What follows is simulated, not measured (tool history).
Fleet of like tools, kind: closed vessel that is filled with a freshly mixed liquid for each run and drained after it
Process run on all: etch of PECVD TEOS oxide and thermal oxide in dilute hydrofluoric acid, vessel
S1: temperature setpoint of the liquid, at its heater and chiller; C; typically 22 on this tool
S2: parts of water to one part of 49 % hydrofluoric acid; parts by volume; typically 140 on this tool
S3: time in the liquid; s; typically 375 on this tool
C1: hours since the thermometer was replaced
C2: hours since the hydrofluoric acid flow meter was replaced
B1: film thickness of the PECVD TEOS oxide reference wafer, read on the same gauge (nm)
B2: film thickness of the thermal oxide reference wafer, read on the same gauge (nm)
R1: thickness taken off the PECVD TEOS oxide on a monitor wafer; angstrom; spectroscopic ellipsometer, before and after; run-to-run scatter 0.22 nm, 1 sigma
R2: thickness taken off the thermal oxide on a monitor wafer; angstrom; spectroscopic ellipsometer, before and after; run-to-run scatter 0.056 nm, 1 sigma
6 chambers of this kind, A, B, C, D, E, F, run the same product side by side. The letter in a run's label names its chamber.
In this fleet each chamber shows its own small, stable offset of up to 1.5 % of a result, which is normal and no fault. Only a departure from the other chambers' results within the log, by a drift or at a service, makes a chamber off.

run,hour,S1,S2,S3,C1,C2,B1,B2,R1,R2
1E,6,22,140,375,740.8,529.1,100,130.02,218.66,114.8
# hour 6.1: chamber A: hydrofluoric acid flow meter replaced
# hour 10: chamber F: thermometer replaced
2C,10.9,22,140,375,363.9,95.6,99.999,130,221.57,113.04
3B,14.4,22,140,375,642.2,1455,100.03,129.98,222.28,115.21
4A,20.7,22,140,375,551.9,14.6,99.987,129.96,223.65,114.5
5F,27.2,22,140,375,17.2,345.3,100.01,130.04,225.14,113.62
6D,33.4,22,140,375,1046.9,1145.6,99.968,130,221.69,113.15
7F,37.1,22,85,375,27.1,355.2,99.992,130.02,392.79,201.34
# hour 41.3: chamber D: thermometer replaced
8C,42.4,22,85,375,395.4,127.1,99.995,129.98,393.17,203.2
9E,45.9,22,85,375,780.7,569,99.993,129.98,385.46,200.06
10D,50.4,22,85,375,9.1,1162.6,100.01,130.01,389.71,196.84
11B,55.2,22,85,375,683,1495.8,99.999,130.02,390.37,201.48
# hour 58.6: chamber E: hydrofluoric acid flow meter replaced
12A,59.6,22,85,375,590.8,53.5,99.972,130.02,393.6,199.1
13D,66.2,22,140,375,24.9,1178.4,99.987,130.04,223.24,113.63
14E,71.5,22,140,375,806.3,13,100.01,130.03,219.23,114.58
15C,76.4,22,180,375,429.4,161.1,100.01,130,162.14,84.289
16B,80.1,22,180,375,707.9,1520.7,100.01,129.99,167.67,85.78
17A,84.1,22,180,375,615.3,78,100.02,130.03,168.04,83.74
18F,87.9,22,180,375,77.9,406,100,129.97,164.2,83.939
19E,91.2,22,180,375,826,32.7,100,130.02,162.54,85.505
20D,95,22,180,375,53.7,1207.2,99.996,129.97,169.6,84.227
21A,98.8,22,140,375,630,92.7,99.993,130,225.69,113.88
22C,105.4,22,75,505,458.4,190.1,100.01,129.96,611.29,310.68
23F,112.1,22,75,505,102.1,430.2,99.995,130.05,613.79,313.12
24B,117,22,75,505,744.8,1557.6,100.02,130.01,604.39,309.74
25E,123.3,22,75,505,858.1,64.8,100.02,130,593.29,310.41
26D,129.5,22,75,505,88.2,1241.7,99.996,130.03,606.66,307.46
27F,133.7,22,75,505,123.7,451.8,100.01,130.01,604.9,311
28C,139.3,22,195,375,492.3,224,99.976,130.01,150.09,76.214
29B,143.3,22,195,375,771.1,1583.9,99.998,130.04,151.13,78.445
30A,147.6,22,195,375,678.8,141.5,100.03,130,153.12,76.769
31D,152.1,22,195,375,110.8,1264.3,99.996,129.98,153.16,76.602
32B,156.5,22,195,375,784.3,1597.1,100.01,129.98,152.95,78.519
33A,159.6,22,195,375,690.8,153.5,99.991,129.98,152.48,77.122
34C,163.8,18,110,375,516.8,248.5,100.02,129.95,251.15,127.6
35E,169.6,18,110,375,904.4,111.1,100,129.98,247.56,127.4
36F,172.7,18,110,375,162.7,490.8,100,130.01,248.82,126.72
37C,177.5,18,110,375,530.5,262.2,99.997,130.01,248.67,127.94
38D,181.7,18,110,375,140.4,1293.9,99.977,129.96,249.81,125.57

Next, every chamber runs the same settings. What will each give?
39A,186.5,22,180,375,,,,,?,?
39B,186.5,22,180,375,,,,,?,?
39C,186.5,22,180,375,,,,,?,?
39D,186.5,22,180,375,,,,,?,?
39E,186.5,22,180,375,,,,,?,?
39F,186.5,22,180,375,,,,,?,?

run,R1,R2
39A,169.41,84.997
39B,165.2,86.541
39C,163.99,83.875
39D,168.01,84.397
39E,166.93,85.973
39F,164.49,84.156
